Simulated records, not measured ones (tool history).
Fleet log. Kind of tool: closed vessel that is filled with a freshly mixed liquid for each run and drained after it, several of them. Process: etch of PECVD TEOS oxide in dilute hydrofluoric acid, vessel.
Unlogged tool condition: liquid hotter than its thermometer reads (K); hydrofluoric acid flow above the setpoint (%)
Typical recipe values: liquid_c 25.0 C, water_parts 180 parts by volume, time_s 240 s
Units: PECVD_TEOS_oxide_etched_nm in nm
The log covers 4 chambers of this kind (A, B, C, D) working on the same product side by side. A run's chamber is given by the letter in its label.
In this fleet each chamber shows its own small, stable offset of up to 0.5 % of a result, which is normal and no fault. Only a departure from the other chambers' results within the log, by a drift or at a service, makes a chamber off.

run,hour,liquid_c,water_parts,time_s,hours since the thermometer was replaced,hours since the hydrofluoric acid flow meter was replaced,"read-back film thickness of the PECVD TEOS oxide reference wafer, read on the same gauge (nm)",PECVD_TEOS_oxide_etched_nm
# hour 2.5: chamber B: thermometer replaced
1A,8.3,25.0,180,240,1292.3,1086.8,70.048,36.487
2C,13.6,25.0,180,240,483.7,1174.2,70.027,35.295
3B,22.5,25.0,180,240,20.1,420.8,70.013,36.365
4D,27.9,25.0,180,240,2547.1,568.9,70.004,35.066
5D,37.4,25.0,240,120,2556.6,578.4,70.006,12.651
6B,45.0,25.0,240,120,42.6,443.3,70.038,12.706
7A,53.4,25.0,240,120,1337.4,1131.9,70.019,12.415
8C,61.8,25.0,240,120,531.9,1222.4,70.004,12.656
9B,66.1,25.0,180,240,63.7,464.4,69.999,35.927
10A,70.9,25.0,180,240,1354.9,1149.4,70.019,36.034
11D,78.8,25.0,180,240,2598.0,619.8,70.024,35.550
12C,84.4,25.0,180,240,554.5,1245.0,69.989,36.625
13D,88.7,25.0,180,240,2607.9,629.7,70.009,35.982
14B,96.7,25.0,180,240,94.3,495.0,70.024,35.463
15A,102.1,20.5,180,360,1386.1,1180.6,70.025,45.408
16C,110.9,20.5,180,360,581.0,1271.5,69.996,45.990
# hour 117.3: chamber D: thermometer replaced
17A,117.3,20.5,180,360,1401.3,1195.8,69.977,45.586
18D,123.5,20.5,180,360,6.2,664.5,69.987,45.153
19B,129.2,25.0,180,240,126.8,527.5,70.043,35.887
20C,134.4,25.0,180,240,604.5,1295.0,70.001,36.581
21A,142.1,25.0,180,240,1426.1,1220.6,69.993,36.338
22C,150.0,25.0,180,240,620.1,1310.6,69.935,37.043
23B,156.2,25.0,180,240,153.8,554.5,70.011,35.105
24D,163.7,25.0,180,240,46.4,704.7,69.972,35.932
# hour 169.6: chamber D: hydrofluoric acid flow meter replaced
25A,171.0,22.0,180,360,1455.0,1249.5,70.023,48.005
26C,179.8,22.0,180,360,649.9,1340.4,69.991,49.082
27B,189.6,22.0,180,360,187.2,587.9,69.985,48.095
28D,194.7,22.0,180,360,77.4,25.2,70.020,47.936
29C,199.8,23.5,180,380,669.9,1360.4,69.993,55.949
30D,208.4,23.5,180,380,91.1,38.9,70.042,54.008
31B,217.2,23.5,180,380,214.8,615.5,70.006,53.535
32A,226.5,23.5,180,380,1510.5,1305.0,69.991,53.065
33D,233.9,25.0,180,240,116.6,64.4,69.973,35.971
34C,242.5,25.0,180,240,712.6,1403.1,69.980,37.237

Does one chamber stand apart from the rest, does the shared gauge drift, or is all well apart from small per-chamber offsets? Give the chamber and the most likely cause, where there is one.

Chamber C drifts away from the others.
What lies behind it: hydrofluoric acid flow above the setpoint (%) = 4.68.
Not necessarily distinguishable in this log from: liquid hotter than its thermometer reads (K).

Below are 4 candidate recipes for chamber C's next run, each the usual settings with a change, their results shown as question marks. Which of them brings C's results back in line with what the other chambers give on the usual settings?
In line means no further than this from the other chambers' mean on the usual settings: PECVD_TEOS_oxide_etched_nm 1.100 nm
35C-1,249.5,25.0,180,215,,,,?
35C-2,249.5,25.0,185,235,,,,?
35C-3,249.5,25.0,180,265,,,,?
35C-4,249.5,25.0,175,245,,,,?

Average result of the remaining chambers running the usual settings: PECVD_TEOS_oxide_etched_nm 35.847 nm
run,PECVD_TEOS_oxide_etched_nm
35C-1,33.944
35C-2,35.885
35C-3,41.837
35C-4,40.023
35C-2 puts the chamber back in line with the other chambers.

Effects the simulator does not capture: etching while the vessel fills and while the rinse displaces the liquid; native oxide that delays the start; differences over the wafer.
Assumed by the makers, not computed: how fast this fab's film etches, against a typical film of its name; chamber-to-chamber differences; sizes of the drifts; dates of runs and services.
